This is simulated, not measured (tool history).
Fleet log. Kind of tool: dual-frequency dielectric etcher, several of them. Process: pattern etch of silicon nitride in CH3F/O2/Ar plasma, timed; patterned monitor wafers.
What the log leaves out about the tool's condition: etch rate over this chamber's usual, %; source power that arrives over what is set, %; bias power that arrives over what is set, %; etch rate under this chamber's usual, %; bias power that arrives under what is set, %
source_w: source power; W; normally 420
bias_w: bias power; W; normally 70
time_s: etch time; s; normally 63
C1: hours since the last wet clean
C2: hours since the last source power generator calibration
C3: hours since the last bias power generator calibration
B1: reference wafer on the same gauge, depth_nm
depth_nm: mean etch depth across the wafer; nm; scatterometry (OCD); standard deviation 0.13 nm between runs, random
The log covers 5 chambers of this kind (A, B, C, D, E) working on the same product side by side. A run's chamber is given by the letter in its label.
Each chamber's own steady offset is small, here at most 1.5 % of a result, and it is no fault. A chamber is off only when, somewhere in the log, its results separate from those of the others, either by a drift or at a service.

run 1E day=0.596 | source_w=420 bias_w=70 time_s=63 | C1=195.4 C2=1508.2 C3=948.8 | B1=40.383 | depth_nm=44.601
run 2D day=1.171 | source_w=420 bias_w=70 time_s=63 | C1=31.6 C2=1153.6 C3=959.8 | B1=40.394 | depth_nm=44.174
run 3B day=1.508 | source_w=420 bias_w=70 time_s=63 | C1=192.9 C2=932.6 C3=2264.1 | B1=40.404 | depth_nm=44.177
run 4C day=1.788 | source_w=420 bias_w=70 time_s=63 | C1=153.4 C2=3595.1 C3=4095.3 | B1=40.393 | depth_nm=44.633
run 5A day=2.300 | source_w=420 bias_w=70 time_s=63 | C1=267.0 C2=866.5 C3=1790.9 | B1=40.399 | depth_nm=43.929
run 6E day=2.888 | source_w=420 bias_w=70 time_s=63 | C1=250.4 C2=1563.2 C3=1003.8 | B1=40.398 | depth_nm=44.377
run 7D day=3.375 | source_w=420 bias_w=70 time_s=63 | C1=84.5 C2=1206.5 C3=1012.7 | B1=40.410 | depth_nm=44.236
run 8A day=3.929 | source_w=420 bias_w=70 time_s=63 | C1=306.1 C2=905.6 C3=1830.0 | B1=40.377 | depth_nm=44.278
run 9B day=4.350 | source_w=420 bias_w=78 time_s=63 | C1=261.1 C2=1000.8 C3=2332.3 | B1=40.395 | depth_nm=46.209
run 10C day=4.808 | source_w=420 bias_w=78 time_s=63 | C1=225.9 C2=3667.6 C3=4167.8 | B1=40.381 | depth_nm=46.348
run 11B day=5.367 | source_w=420 bias_w=78 time_s=63 | C1=285.5 C2=1025.2 C3=2356.7 | B1=40.400 | depth_nm=45.657
-- day=5.804 chamber E: source power generator calibrated
run 12D day=5.862 | source_w=420 bias_w=78 time_s=63 | C1=144.2 C2=1266.2 C3=1072.4 | B1=40.388 | depth_nm=46.048
run 13C day=6.346 | source_w=420 bias_w=78 time_s=63 | C1=262.8 C2=3704.5 C3=4204.7 | B1=40.394 | depth_nm=46.186
run 14E day=6.867 | source_w=420 bias_w=70 time_s=63 | C1=345.9 C2=25.5 C3=1099.3 | B1=40.410 | depth_nm=44.690
run 15A day=7.383 | source_w=420 bias_w=70 time_s=63 | C1=389.0 C2=988.5 C3=1912.9 | B1=40.404 | depth_nm=44.010
-- day=7.804 chamber E: wet clean of the chamber
run 16D day=7.904 | source_w=420 bias_w=70 time_s=63 | C1=193.2 C2=1315.2 C3=1121.4 | B1=40.388 | depth_nm=44.122
run 17C day=8.396 | source_w=420 bias_w=70 time_s=63 | C1=312.0 C2=3753.7 C3=4253.9 | B1=40.403 | depth_nm=44.396
run 18E day=8.704 | source_w=420 bias_w=70 time_s=63 | C1=21.6 C2=69.6 C3=1143.4 | B1=40.410 | depth_nm=44.582
-- day=9.175 chamber A: wet clean of the chamber
run 19B day=9.200 | source_w=420 bias_w=88 time_s=57 | C1=377.5 C2=1117.2 C3=2448.7 | B1=40.401 | depth_nm=43.127
run 20A day=9.558 | source_w=420 bias_w=88 time_s=57 | C1=9.3 C2=1040.7 C3=1965.1 | B1=40.394 | depth_nm=43.323
-- day=9.721 chamber C: wet clean of the chamber
run 21B day=10.008 | source_w=420 bias_w=88 time_s=57 | C1=396.9 C2=1136.6 C3=2468.1 | B1=40.413 | depth_nm=43.244
run 22E day=10.479 | source_w=420 bias_w=88 time_s=57 | C1=64.2 C2=112.2 C3=1186.0 | B1=40.384 | depth_nm=43.767
run 23C day=10.950 | source_w=420 bias_w=88 time_s=57 | C1=29.6 C2=3815.0 C3=4315.2 | B1=40.396 | depth_nm=43.354
run 24A day=11.517 | source_w=420 bias_w=70 time_s=63 | C1=56.3 C2=1087.7 C3=2012.1 | B1=40.391 | depth_nm=44.081
run 25D day=11.808 | source_w=420 bias_w=70 time_s=63 | C1=286.9 C2=1408.9 C3=1215.1 | B1=40.399 | depth_nm=44.313
-- day=12.071 chamber B: bias power generator calibrated
run 26C day=12.362 | source_w=420 bias_w=70 time_s=63 | C1=63.5 C2=3848.9 C3=4349.1 | B1=40.416 | depth_nm=44.353
-- day=12.408 chamber C: bias power generator calibrated
run 27A day=12.783 | source_w=420 bias_w=70 time_s=63 | C1=86.7 C2=1118.1 C3=2042.5 | B1=40.424 | depth_nm=43.991
run 28D day=13.238 | source_w=420 bias_w=70 time_s=63 | C1=321.2 C2=1443.2 C3=1249.4 | B1=40.381 | depth_nm=44.456
run 29B day=13.750 | source_w=420 bias_w=70 time_s=63 | C1=486.7 C2=1226.4 C3=40.3 | B1=40.435 | depth_nm=43.553
run 30E day=14.204 | source_w=420 bias_w=70 time_s=63 | C1=153.6 C2=201.6 C3=1275.4 | B1=40.380 | depth_nm=44.684
run 31A day=14.575 | source_w=420 bias_w=70 time_s=63 | C1=129.7 C2=1161.1 C3=2085.5 | B1=40.408 | depth_nm=44.102
run 32D day=14.979 | source_w=420 bias_w=70 time_s=63 | C1=363.0 C2=1485.0 C3=1291.2 | B1=40.397 | depth_nm=44.281
run 33C day=15.321 | source_w=420 bias_w=70 time_s=63 | C1=134.5 C2=3919.9 C3=70.0 | B1=40.401 | depth_nm=44.558
run 34B day=15.592 | source_w=420 bias_w=70 time_s=63 | C1=530.9 C2=1270.6 C3=84.5 | B1=40.428 | depth_nm=43.183
run 35E day=16.029 | source_w=420 bias_w=70 time_s=63 | C1=197.4 C2=245.4 C3=1319.2 | B1=40.386 | depth_nm=44.626
run 36E day=16.388 | source_w=420 bias_w=70 time_s=63 | C1=206.0 C2=254.0 C3=1327.8 | B1=40.395 | depth_nm=44.538
run 37B day=16.850 | source_w=420 bias_w=70 time_s=63 | C1=561.1 C2=1300.8 C3=114.7 | B1=40.375 | depth_nm=42.992
run 38A day=17.250 | source_w=420 bias_w=70 time_s=63 | C1=193.9 C2=1225.3 C3=2149.7 | B1=40.385 | depth_nm=43.887
run 39D day=17.754 | source_w=420 bias_w=70 time_s=63 | C1=429.6 C2=1551.6 C3=1357.8 | B1=40.412 | depth_nm=44.160
run 40C day=18.321 | source_w=420 bias_w=70 time_s=63 | C1=206.5 C2=3991.9 C3=142.0 | B1=40.383 | depth_nm=44.448
run 41E day=18.792 | source_w=470 bias_w=70 time_s=63 | C1=263.7 C2=311.7 C3=1385.5 | B1=40.394 | depth_nm=46.255
run 42C day=19.379 | source_w=470 bias_w=70 time_s=63 | C1=231.9 C2=4017.3 C3=167.4 | B1=40.413 | depth_nm=46.364

Has any chamber moved away from the others, gradually or after a service, or does the common gauge drift, or do the chambers differ only by their own small steady offsets? State the chamber and the most likely cause if one applies.

One chamber, B, drifts off from the rest bit by bit.
What lies behind it: etch rate under this chamber's usual, % = 3.74.

Chamber B could run next with any of the 4 candidate recipes listed below; each alters the usual settings, and their results appear as question marks. Which one brings its results back in line with what the other chambers deliver on the usual settings?
To be in line, a result may differ from the other chambers' mean on the usual settings by at most: depth_nm 0.450 nm
run 43B-1 day=19.804 | source_w=460 bias_w=77 time_s=63.0 | depth_nm=?
run 43B-2 day=19.804 | source_w=420 bias_w=69 time_s=61.0 | depth_nm=?
run 43B-3 day=19.804 | source_w=420 bias_w=70 time_s=65.5 | depth_nm=?
run 43B-4 day=19.804 | source_w=420 bias_w=70 time_s=59.0 | depth_nm=?

The other chambers' mean on the usual settings: depth_nm 44.320 nm
run=43B-1 depth_nm=45.656
run=43B-2 depth_nm=41.110
run=43B-3 depth_nm=44.360
run=43B-4 depth_nm=39.958
43B-3 brings the chamber back in line.
